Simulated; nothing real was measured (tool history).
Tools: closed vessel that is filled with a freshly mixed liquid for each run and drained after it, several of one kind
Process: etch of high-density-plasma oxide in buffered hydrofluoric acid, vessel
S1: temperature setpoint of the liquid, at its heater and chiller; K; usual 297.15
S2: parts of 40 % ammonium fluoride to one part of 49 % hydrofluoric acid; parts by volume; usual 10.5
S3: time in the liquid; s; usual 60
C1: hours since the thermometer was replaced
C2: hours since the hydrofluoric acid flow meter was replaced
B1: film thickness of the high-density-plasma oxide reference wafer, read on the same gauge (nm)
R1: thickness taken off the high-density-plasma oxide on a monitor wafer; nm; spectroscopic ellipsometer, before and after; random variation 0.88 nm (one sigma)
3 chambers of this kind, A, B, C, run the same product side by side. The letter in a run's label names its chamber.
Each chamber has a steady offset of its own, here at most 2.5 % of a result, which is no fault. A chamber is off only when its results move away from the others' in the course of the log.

run,hour,S1,S2,S3,C1,C2,B1,R1
1C,6.7,297.15,10.5,60,434.4,1115.6,80.01,90.461
2B,12.8,297.15,10.5,60,434,385.5,79.999,92.328
3A,24.6,297.15,10.5,60,421.3,40.7,79.994,92.724
4C,30.1,297.15,10.5,60,457.8,1139,79.985,89.39
5A,41.8,297.15,10.5,60,438.5,57.9,79.99,90.694
6B,49.6,297.15,10.5,60,470.8,422.3,80.012,91.989
7A,60,297.15,10.5,60,456.7,76.1,80.001,90.98
8C,67.9,297.15,10.5,60,495.6,1176.8,80.012,88.886
9B,78.6,297.15,13.5,60,499.8,451.3,80.007,72.549
10B,86.5,297.15,13.5,60,507.7,459.2,80,72.672
11C,95.6,297.15,13.5,60,523.3,1204.5,80.017,70.747
12A,106.2,297.15,10.5,60,502.9,122.3,79.996,92.375
13C,116.3,297.15,10.5,60,544,1225.2,80.001,91.047
14A,125,297.15,10.5,60,521.7,141.1,80.003,91.833
15B,134,297.15,10.5,60,555.2,506.7,80,92.776
16C,146,297.15,10.5,60,573.7,1254.9,79.986,89.891
17B,153.5,297.15,10.5,60,574.7,526.2,80,91.504
18A,163.9,297.15,10.5,60,560.6,180,79.981,94.45
19A,175.2,297.15,10.5,60,571.9,191.3,80.004,94.824
20C,187.5,297.15,10.5,60,615.2,1296.4,79.989,89.581
21B,198.1,299.65,10.5,95,619.3,570.8,80.005,169.67
22B,208.8,299.65,10.5,95,630,581.5,79.996,168.36
23C,214.9,299.65,10.5,95,642.6,1323.8,80.023,161.61
# hour 215.2: chamber B: hydrofluoric acid flow meter replaced
24A,224.6,297.15,10.5,60,621.3,240.7,80.028,97.989
25B,231.8,297.15,10.5,60,653,16.6,80.002,92.305
26A,237.9,297.15,10.5,60,634.6,254,80.002,96.78
27C,247.5,297.15,10.5,60,675.2,1356.4,79.995,91.982
28A,255.7,297.15,10.5,60,652.4,271.8,80.011,97.689
# hour 259.1: chamber C: thermometer replaced
29C,261.3,297.15,10.5,60,2.2,1370.2,80.005,89.543
30B,271.5,297.15,10.5,60,692.7,56.3,79.991,93.475

What goes on in this fleet: one chamber off, a drifting gauge, or nothing beyond the chambers' own small offsets? Name the chamber and the cause, if any.

Chamber A drifts away from the others.
Cause: liquid hotter than its thermometer reads (K) = 1.41.
The log may not tell that from: hydrofluoric acid flow above the setpoint (%).

Here are 4 candidates for chamber A's next run, each the usual settings with a change, their results left as question marks. Which one brings its results back in line with what the others give on the usual settings?
In line means no further than this from the other chambers' mean on the usual settings: R1 3 nm
31A-1,280.5,295.65,10.5,60,,,,?
31A-2,280.5,296.65,10.5,60,,,,?
31A-3,280.5,297.15,10.5,65,,,,?
31A-4,280.5,297.65,10.5,60,,,,?

The other chambers' mean on the usual settings: R1 90.945 nm
run,R1
31A-1,91.401
31A-2,96.457
31A-3,107.36
31A-4,101.76
31A-1 brings the chamber back in line.

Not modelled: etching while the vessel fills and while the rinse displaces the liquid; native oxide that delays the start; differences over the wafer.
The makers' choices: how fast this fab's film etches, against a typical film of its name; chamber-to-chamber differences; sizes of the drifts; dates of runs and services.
